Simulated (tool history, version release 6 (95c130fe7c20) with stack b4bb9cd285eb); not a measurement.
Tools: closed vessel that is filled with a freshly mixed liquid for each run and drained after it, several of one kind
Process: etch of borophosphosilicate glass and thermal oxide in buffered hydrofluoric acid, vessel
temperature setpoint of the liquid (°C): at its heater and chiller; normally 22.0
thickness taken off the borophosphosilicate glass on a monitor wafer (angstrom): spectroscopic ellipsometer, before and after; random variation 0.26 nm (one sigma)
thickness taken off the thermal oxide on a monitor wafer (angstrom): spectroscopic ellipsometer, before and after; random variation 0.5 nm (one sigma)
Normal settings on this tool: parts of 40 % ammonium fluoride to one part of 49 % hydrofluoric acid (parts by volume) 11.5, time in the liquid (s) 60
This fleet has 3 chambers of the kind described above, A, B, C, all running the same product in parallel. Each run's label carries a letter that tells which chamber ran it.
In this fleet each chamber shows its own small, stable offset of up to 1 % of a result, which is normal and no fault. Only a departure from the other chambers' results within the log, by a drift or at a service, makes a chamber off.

run	hour	temperature setpoint of the liquid (°C)	parts of 40 % ammonium fluoride to one part of 49 % hydrofluoric acid (parts by volume)	time in the liquid (s)	read-back film thickness of the borophosphosilicate glass reference wafer, read on the same gauge (nm)	read-back film thickness of the thermal oxide reference wafer, read on the same gauge (nm)	thickness taken off the borophosphosilicate glass on a monitor wafer (angstrom)	thickness taken off the thermal oxide on a monitor wafer (angstrom)
1B	12.0	22.0	11.5	60	59.988	130.02	682.24	565.51
2A	21.4	22.0	11.5	60	59.984	129.98	690.24	552.08
3C	34.0	22.0	11.5	60	59.965	129.99	690.23	567.19
4B	40.8	22.0	11.5	60	59.997	130.01	682.84	555.73
5A	52.9	22.0	9.5	60	60.019	129.98	818.15	660.49
6C	59.9	22.0	9.5	60	60.035	130.01	819.34	669.61
7C	70.9	22.0	9.5	60	59.986	130.05	817.31	666.56
8B	76.9	22.0	11.5	60	59.984	129.98	683.52	569.54
9A	82.3	22.0	11.5	60	60.006	129.99	693.80	564.08
10B	94.6	22.0	11.5	60	60.027	129.96	681.99	559.91
# hour 100.9: chamber A: thermometer replaced
11C	105.0	22.0	9.0	80	60.000	130.00	1116.10	910.97
12A	112.4	22.0	9.0	80	60.025	130.00	1136.20	921.01
13B	121.1	22.0	9.0	80	59.967	129.96	1121.50	919.63
14C	129.1	22.0	11.5	60	60.019	129.99	687.13	560.81
15A	141.5	22.0	11.5	60	59.975	130.01	691.97	564.94
16C	152.4	22.0	11.5	60	59.995	129.97	685.27	566.36
17B	162.7	22.0	11.5	60	60.009	130.03	681.69	560.88
18A	175.0	22.0	11.5	60	59.988	130.01	694.32	560.14
19C	184.4	18.5	14.5	60	59.987	130.02	451.78	369.17
20A	195.5	18.5	14.5	60	60.032	129.99	448.56	363.51
21B	201.8	18.5	14.5	60	59.989	130.00	446.14	366.37
22B	210.4	22.0	11.5	60	59.996	129.95	682.40	557.67
23C	217.5	22.0	11.5	60	60.010	130.00	686.82	555.90
24A	222.9	22.0	11.5	60	59.994	130.07	695.33	556.04
25C	230.6	22.0	11.5	60	60.007	129.98	687.47	561.33
26B	236.1	22.0	11.5	60	60.065	130.02	684.23	567.63
27A	242.2	22.0	9.5	60	59.967	129.98	825.80	660.07
28C	251.1	22.0	9.5	60	59.994	129.99	818.99	664.14
29B	263.1	22.0	9.5	60	59.979	129.95	814.75	668.92
30A	270.1	22.0	11.5	60	59.977	130.02	691.56	564.85
# hour 274.6: chamber B: hydrofluoric acid flow meter replaced
31B	282.2	22.0	11.5	60	59.995	129.96	682.18	567.62
32A	294.5	22.0	7.5	70	59.994	130.02	1221.50	975.72
33C	301.6	22.0	7.5	70	60.011	130.08	1200.10	971.12
34C	312.8	22.0	7.5	70	59.975	130.01	1206.50	978.50
35B	324.9	22.0	11.5	60	60.005	130.00	683.93	552.87
36A	335.6	22.0	11.5	60	60.036	129.97	693.47	568.02
37C	341.9	26.5	14.5	60	59.983	129.99	700.01	578.28
38A	350.5	26.5	14.5	60	60.047	129.99	704.23	569.71
# hour 360.8: chamber B: thermometer replaced
39B	361.2	26.5	14.5	60	59.997	130.05	691.78	571.81

Has any chamber moved away from the others, gradually or after a service, or does the common gauge drift, or do the chambers differ only by their own small steady offsets? State the chamber and the most likely cause if one applies.

Nothing is wrong: each chamber keeps only its own small, steady offset and the gauge holds still.
